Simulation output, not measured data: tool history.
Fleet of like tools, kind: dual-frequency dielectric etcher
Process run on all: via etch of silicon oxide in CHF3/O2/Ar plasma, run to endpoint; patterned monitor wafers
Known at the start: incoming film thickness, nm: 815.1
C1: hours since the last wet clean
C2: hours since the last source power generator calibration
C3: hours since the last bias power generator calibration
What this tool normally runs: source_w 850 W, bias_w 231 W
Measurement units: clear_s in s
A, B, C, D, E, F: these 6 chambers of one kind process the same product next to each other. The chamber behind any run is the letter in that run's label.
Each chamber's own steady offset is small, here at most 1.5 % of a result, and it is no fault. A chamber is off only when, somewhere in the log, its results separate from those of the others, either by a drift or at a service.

At day 0.462: chamber D: wet clean of the chamber.
Run 1A, day 0.508: usual settings; C1 380.9; C2 1427.4; C3 25.4. Result: clear_s 327.53 s.
Run 2B, day 0.942: usual settings; C1 219.4; C2 2755.2; C3 406.7. Result: clear_s 332.96 s.
Run 3E, day 1.338: usual settings; C1 529.7; C2 644.1; C3 1853.6. Result: clear_s 328.64 s.
Run 4F, day 1.833: usual settings; C1 441.4; C2 2919.2; C3 614.9. Result: clear_s 332.56 s.
At day 2.279: chamber E: wet clean of the chamber.
Run 5C, day 2.392: usual settings; C1 489.8; C2 516.3; C3 2718.4. Result: clear_s 331.5 s.
At day 2.592: chamber E: bias power generator calibrated.
Run 6D, day 2.804: usual settings; C1 56.2; C2 1113.2; C3 3921.5. Result: clear_s 331.25 s.
Run 7B, day 3.208: usual settings; C1 273.8; C2 2809.6; C3 461.1. Result: clear_s 331.48 s.
Run 8A, day 3.788: usual settings; C1 459.6; C2 1506.1; C3 104.1. Result: clear_s 329.06 s.
Run 9E, day 4.346: usual settings; C1 49.6; C2 716.3; C3 42.1. Result: clear_s 330.16 s.
Run 10D, day 4.779: usual settings; C1 103.6; C2 1160.6; C3 3968.9. Result: clear_s 328.45 s.
At day 5.138: chamber B: wet clean of the chamber.
Run 11C, day 5.167: usual settings; C1 556.4; C2 582.9; C3 2785. Result: clear_s 332.62 s.
At day 5.475: chamber C: wet clean of the chamber.
Run 12F, day 5.679: usual settings; C1 533.7; C2 3011.5; C3 707.2. Result: clear_s 332.88 s.
Run 13D, day 6.062: usual settings; C1 134.4; C2 1191.4; C3 3999.7. Result: clear_s 330.77 s.
At day 6.283: chamber F: wet clean of the chamber.
Run 14A, day 6.692: usual settings; C1 529.3; C2 1575.8; C3 173.8. Result: clear_s 330.05 s.
At day 6.821: chamber D: bias power generator calibrated.
Run 15F, day 7.083: usual settings; C1 19.2; C2 3045.2; C3 740.9. Result: clear_s 331.15 s.
At day 7.446: chamber A: wet clean of the chamber.
Run 16C, day 7.462: usual settings; C1 47.8; C2 638; C3 2840.1. Result: clear_s 334.59 s.
Run 17B, day 7.917: usual settings; C1 66.8; C2 2922.6; C3 574.1. Result: clear_s 330.29 s.
Run 18E, day 8.321: usual settings; C1 145; C2 811.7; C3 137.5. Result: clear_s 330.1 s.
Run 19C, day 8.725: usual settings; C1 78.1; C2 668.3; C3 2870.4. Result: clear_s 333.78 s.
Run 20A, day 9.171: usual settings; C1 41.5; C2 1635.3; C3 233.3. Result: clear_s 328.36 s.
Run 21B, day 9.592: usual settings; C1 107; C2 2962.8; C3 614.3. Result: clear_s 332.69 s.
Run 22D, day 10.088: usual settings but source_w 1020 W, bias_w 209 W; C1 231; C2 1288; C3 78.4. Result: clear_s 320.45 s.
Run 23F, day 10.596: usual settings but source_w 1020 W, bias_w 209 W; C1 103.5; C2 3129.5; C3 825.2. Result: clear_s 319.95 s.
Run 24E, day 11.196: usual settings but source_w 1020 W, bias_w 209 W; C1 214; C2 880.7; C3 206.5. Result: clear_s 314.34 s.
Run 25A, day 11.742: usual settings but source_w 1020 W, bias_w 209 W; C1 103.2; C2 1697; C3 295. Result: clear_s 313.27 s.
Run 26C, day 12.308: usual settings but source_w 1020 W, bias_w 209 W; C1 164.1; C2 754.3; C3 2956.4. Result: clear_s 319.92 s.
Run 27D, day 12.867: usual settings but source_w 1020 W, bias_w 209 W; C1 297.7; C2 1354.7; C3 145.1. Result: clear_s 319.3 s.
Run 28F, day 13.183: usual settings; C1 165.6; C2 3191.6; C3 887.3. Result: clear_s 331.46 s.
Run 29E, day 13.708: usual settings; C1 274.3; C2 941; C3 266.8. Result: clear_s 327.47 s.
Run 30B, day 14.208: usual settings; C1 217.8; C2 3073.6; C3 725.1. Result: clear_s 337.28 s.
Run 31C, day 14.829: usual settings; C1 224.6; C2 814.8; C3 3016.9. Result: clear_s 330.79 s.
Run 32D, day 15.167: usual settings; C1 352.9; C2 1409.9; C3 200.3. Result: clear_s 331.1 s.
Run 33F, day 15.688: usual settings but bias_w 187 W; C1 225.7; C2 3251.7; C3 947.4. Result: clear_s 352.94 s.
Run 34B, day 16.167: usual settings but bias_w 187 W; C1 264.8; C2 3120.6; C3 772.1. Result: clear_s 355.91 s.
Run 35E, day 16.629: usual settings but bias_w 187 W; C1 344.4; C2 1011.1; C3 336.9. Result: clear_s 355.51 s.
Run 36A, day 17.071: usual settings but bias_w 187 W; C1 231.1; C2 1824.9; C3 422.9. Result: clear_s 348.73 s.
Run 37D, day 17.396: usual settings but bias_w 187 W; C1 406.4; C2 1463.4; C3 253.8. Result: clear_s 360.19 s.
Run 38B, day 17.754: usual settings but bias_w 187 W; C1 302.9; C2 3158.7; C3 810.2. Result: clear_s 362.92 s.
Run 39F, day 18.367: usual settings but source_w 980 W, bias_w 185 W; C1 290; C2 3316; C3 1011.7. Result: clear_s 339.94 s.
Run 40C, day 18.742: usual settings but source_w 980 W, bias_w 185 W; C1 318.5; C2 908.7; C3 3110.8. Result: clear_s 337.79 s.
Run 41E, day 19.058: usual settings but source_w 980 W, bias_w 185 W; C1 402.7; C2 1069.4; C3 395.2. Result: clear_s 338.48 s.

Is one chamber off against the others, does the gauge drift, or is nothing wrong? If a chamber is off, say which, and what the likeliest cause is.

Neither any chamber nor the gauge drifts; the chambers differ only by their own small, steady offsets.
